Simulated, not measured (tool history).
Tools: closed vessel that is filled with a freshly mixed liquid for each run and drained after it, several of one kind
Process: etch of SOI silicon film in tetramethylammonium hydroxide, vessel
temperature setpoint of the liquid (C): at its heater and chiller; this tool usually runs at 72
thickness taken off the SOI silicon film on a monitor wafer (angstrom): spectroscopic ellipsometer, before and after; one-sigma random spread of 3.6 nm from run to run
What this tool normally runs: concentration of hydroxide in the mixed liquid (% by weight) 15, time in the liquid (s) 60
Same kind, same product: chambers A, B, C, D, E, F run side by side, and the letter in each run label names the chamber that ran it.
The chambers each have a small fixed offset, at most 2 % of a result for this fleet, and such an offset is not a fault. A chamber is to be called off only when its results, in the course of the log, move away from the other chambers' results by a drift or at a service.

run   hour  temperature setpoint of the liquid (C)  concentration of hydroxide in the mixed liquid (% by weight)  time in the liquid (s)  read-back film thickness of the SOI silicon film reference wafer, read on the same gauge (nm)  thickness taken off the SOI silicon film on a monitor wafer (angstrom)
 1C    4.1                                      72                                                            15                      60                                                                                         99.991                                                                  3879.7
 2A    9.2                                      72                                                            15                      60                                                                                            100                                                                  3969.9
 3E   15.4                                      72                                                            15                      60                                                                                         99.994                                                                  3977.7
 4D   20.1                                      72                                                            15                      60                                                                                         99.982                                                                    3995
 5B     26                                      72                                                            15                      60                                                                                         99.996                                                                  3939.7
 6F   34.2                                      72                                                            15                      60                                                                                            100                                                                  3814.2
 7F   42.9                                      72                                                            15                      60                                                                                         100.02                                                                  3844.2
 8A   48.9                                      72                                                            15                      60                                                                                         100.02                                                                    3935
 9E   56.4                                      72                                                            19                      45                                                                                         99.997                                                                    2698
10D   62.4                                      72                                                            19                      45                                                                                         99.981                                                                  2708.5
11B   70.8                                      72                                                            19                      45                                                                                            100                                                                  2728.3
12C   76.3                                      72                                                            19                      45                                                                                         100.01                                                                  2618.7
13C   82.3                                      72                                                            19                      45                                                                                          99.98                                                                  2625.2
14E   86.4                                      72                                                            19                      45                                                                                         99.991                                                                  2670.8
15B   92.7                                      72                                                            15                      60                                                                                         99.992                                                                  3961.3
16D    101                                      72                                                            15                      60                                                                                         100.03                                                                  3895.5
17A  109.7                                      72                                                            15                      60                                                                                         100.01                                                                  3895.4
18F    118                                      72                                                            15                      60                                                                                         99.996                                                                  3833.2
19A  123.1                                      72                                                            15                      60                                                                                         99.981                                                                  3830.5
20B  129.5                                      72                                                            15                      60                                                                                         99.993                                                                  3926.6
21F  135.1                                      72                                                            15                      60                                                                                         99.981                                                                    3926
22D  144.1                                      72                                                            15                      60                                                                                         100.01                                                                    3945
23E  150.8                                      72                                                            15                      60                                                                                            100                                                                  3688.8
24C  159.1                                      72                                                            15                      60                                                                                            100                                                                  3908.4
25A  168.2                                      72                                                            15                      60                                                                                         99.995                                                                  3911.6
26C  175.1                                      72                                                            15                      60                                                                                         99.982                                                                  3905.3
27E  180.7                                      72                                                            15                      60                                                                                         99.999                                                                  3671.1
28D  187.2                                      72                                                            15                      60                                                                                         99.971                                                                  3952.9
29F  192.3                                      72                                                            15                      60                                                                                            100                                                                  3861.7
30B  196.5                                      72                                                            15                      60                                                                                          99.98                                                                  3963.6
31F    203                                      72                                                            15                      60                                                                                         100.01                                                                  3872.5
32C  207.5                                      72                                                            15                      60                                                                                            100                                                                  3859.4
33E  212.8                                      72                                                            15                      90                                                                                         100.02                                                                  5385.8
34D  217.7                                      72                                                            15                      90                                                                                         100.01                                                                  5916.9
35A  222.8                                      72                                                            15                      90                                                                                         99.989                                                                  5904.7
36B  229.4                                      72                                                            15                      90                                                                                         99.987                                                                    5890
     235.9  -- chamber A: hydroxide flow meter replaced
37D  237.9                                      72                                                            15                      90                                                                                         100.01                                                                  6048.7
38E  246.6                                      72                                                            15                      90                                                                                         99.997                                                                  5240.4
39F  252.1                                      72                                                            15                      60                                                                                         100.02                                                                  3871.5
40A    258                                      72                                                            15                      60                                                                                         99.987                                                                  3878.2

The same settings go to every chamber for the next run, one line per chamber below. Forecast the results for each:
41A  264.7                                      72                                                            15                      60                                                                                                                                                                      ?
41B  264.7                                      72                                                            15                      60                                                                                                                                                                      ?
41C  264.7                                      72                                                            15                      60                                                                                                                                                                      ?
41D  264.7                                      72                                                            15                      60                                                                                                                                                                      ?
41E  264.7                                      72                                                            15                      60                                                                                                                                                                      ?
41F  264.7                                      72                                                            15                      60                                                                                                                                                                      ?

run  thickness taken off the SOI silicon film on a monitor wafer (angstrom)
41A                                                                  3921.7
41B                                                                  3934.9
41C                                                                  3872.8
41D                                                                  3989.6
41E                                                                  3442.3
41F                                                                  3832.5
